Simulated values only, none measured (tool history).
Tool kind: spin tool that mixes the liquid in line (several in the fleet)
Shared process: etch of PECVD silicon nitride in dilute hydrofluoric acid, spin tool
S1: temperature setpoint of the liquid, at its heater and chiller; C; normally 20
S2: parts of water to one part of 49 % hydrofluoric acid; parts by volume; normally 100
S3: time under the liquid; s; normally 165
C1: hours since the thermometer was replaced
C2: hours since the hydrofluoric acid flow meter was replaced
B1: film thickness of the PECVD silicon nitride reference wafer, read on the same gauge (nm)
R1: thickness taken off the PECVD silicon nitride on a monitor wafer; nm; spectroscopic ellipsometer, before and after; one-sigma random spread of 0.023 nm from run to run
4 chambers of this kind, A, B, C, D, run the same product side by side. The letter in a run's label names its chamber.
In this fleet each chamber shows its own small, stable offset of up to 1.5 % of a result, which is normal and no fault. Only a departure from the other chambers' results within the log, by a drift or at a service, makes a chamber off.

{"run": "1C", "hour": 8.2, "S1": 20, "S2": 100, "S3": 165, "C1": 366.9, "C2": 105.4, "B1": 100.03, "R1": 6.3453}
{"run": "2D", "hour": 16.1, "S1": 20, "S2": 100, "S3": 165, "C1": 636.4, "C2": 256.3, "B1": 100.03, "R1": 6.286}
{"run": "3B", "hour": 29.2, "S1": 20, "S2": 100, "S3": 165, "C1": 552.8, "C2": 1107.9, "B1": 100.04, "R1": 6.4424}
{"run": "4A", "hour": 40.0, "S1": 20, "S2": 100, "S3": 165, "C1": 1997.6, "C2": 140.6, "B1": 99.965, "R1": 6.3953}
{"run": "5B", "hour": 53.9, "S1": 20, "S2": 100, "S3": 165, "C1": 577.5, "C2": 1132.6, "B1": 99.989, "R1": 6.3911}
{"run": "6D", "hour": 68.5, "S1": 20, "S2": 100, "S3": 165, "C1": 688.8, "C2": 308.7, "B1": 99.992, "R1": 6.3174}
{"run": "7C", "hour": 79.6, "S1": 20, "S2": 100, "S3": 165, "C1": 438.3, "C2": 176.8, "B1": 99.985, "R1": 6.3301}
{"run": "8A", "hour": 91.3, "S1": 20, "S2": 100, "S3": 165, "C1": 2048.9, "C2": 191.9, "B1": 100.01, "R1": 6.3894}
{"run": "9D", "hour": 100.4, "S1": 20, "S2": 100, "S3": 165, "C1": 720.7, "C2": 340.6, "B1": 100.01, "R1": 6.2916}
{"run": "10B", "hour": 115.5, "S1": 20, "S2": 100, "S3": 165, "C1": 639.1, "C2": 1194.2, "B1": 99.954, "R1": 6.4316}
{"run": "11A", "hour": 131.0, "S1": 20, "S2": 100, "S3": 165, "C1": 2088.6, "C2": 231.6, "B1": 100.02, "R1": 6.366}
{"run": "12C", "hour": 145.4, "S1": 20, "S2": 100, "S3": 165, "C1": 504.1, "C2": 242.6, "B1": 100.02, "R1": 6.3357}
{"run": "13C", "hour": 161.0, "S1": 20, "S2": 100, "S3": 165, "C1": 519.7, "C2": 258.2, "B1": 100.03, "R1": 6.3085}
{"run": "14B", "hour": 169.3, "S1": 20, "S2": 100, "S3": 165, "C1": 692.9, "C2": 1248, "B1": 99.972, "R1": 6.4293}
{"run": "15A", "hour": 177.4, "S1": 20, "S2": 100, "S3": 165, "C1": 2135, "C2": 278, "B1": 100.01, "R1": 6.3982}
{"run": "16D", "hour": 185.0, "S1": 20, "S2": 100, "S3": 165, "C1": 805.3, "C2": 425.2, "B1": 99.996, "R1": 6.3209}
{"run": "17A", "hour": 200.1, "S1": 20, "S2": 100, "S3": 165, "C1": 2157.7, "C2": 300.7, "B1": 99.988, "R1": 6.3683}
{"run": "18D", "hour": 211.5, "S1": 20, "S2": 100, "S3": 165, "C1": 831.8, "C2": 451.7, "B1": 100.01, "R1": 6.3238}
{"run": "19C", "hour": 222.3, "S1": 20, "S2": 100, "S3": 165, "C1": 581, "C2": 319.5, "B1": 99.989, "R1": 6.2357}
{"run": "20B", "hour": 231.4, "S1": 20, "S2": 100, "S3": 165, "C1": 755, "C2": 1310.1, "B1": 99.987, "R1": 6.4192}
{"run": "21A", "hour": 244.0, "S1": 22, "S2": 100, "S3": 225, "C1": 2201.6, "C2": 344.6, "B1": 100.02, "R1": 9.9264}
{"run": "22B", "hour": 258.3, "S1": 22, "S2": 100, "S3": 225, "C1": 781.9, "C2": 1337, "B1": 100.04, "R1": 9.9958}
{"run": "23C", "hour": 265.6, "S1": 22, "S2": 100, "S3": 225, "C1": 624.3, "C2": 362.8, "B1": 99.995, "R1": 9.6081}
{"run": "24D", "hour": 278.9, "S1": 22, "S2": 100, "S3": 225, "C1": 899.2, "C2": 519.1, "B1": 100.02, "R1": 9.7863}
{"run": "25B", "hour": 288.9, "S1": 20, "S2": 140, "S3": 85, "C1": 812.5, "C2": 1367.6, "B1": 100.01, "R1": 2.4008}
{"run": "26C", "hour": 296.6, "S1": 20, "S2": 140, "S3": 85, "C1": 655.3, "C2": 393.8, "B1": 100.01, "R1": 2.2625}
{"run": "27D", "hour": 304.9, "S1": 20, "S2": 140, "S3": 85, "C1": 925.2, "C2": 545.1, "B1": 99.963, "R1": 2.3347}
{"run": "28A", "hour": 314.9, "S1": 20, "S2": 140, "S3": 85, "C1": 2272.5, "C2": 415.5, "B1": 100.02, "R1": 2.3572}
{"run": "29A", "hour": 328.2, "S1": 20, "S2": 100, "S3": 165, "C1": 2285.8, "C2": 428.8, "B1": 100.01, "R1": 6.3952}

For the next run the whole fleet of 4 chambers uses the same settings. Give each chamber's results:
{"run": "30A", "hour": 339.9, "S1": 20, "S2": 100, "S3": 165, "R1": "?"}
{"run": "30B", "hour": 339.9, "S1": 20, "S2": 100, "S3": 165, "R1": "?"}
{"run": "30C", "hour": 339.9, "S1": 20, "S2": 100, "S3": 165, "R1": "?"}
{"run": "30D", "hour": 339.9, "S1": 20, "S2": 100, "S3": 165, "R1": "?"}

run=30A R1=6.351
run=30B R1=6.4346
run=30C R1=6.0724
run=30D R1=6.2962

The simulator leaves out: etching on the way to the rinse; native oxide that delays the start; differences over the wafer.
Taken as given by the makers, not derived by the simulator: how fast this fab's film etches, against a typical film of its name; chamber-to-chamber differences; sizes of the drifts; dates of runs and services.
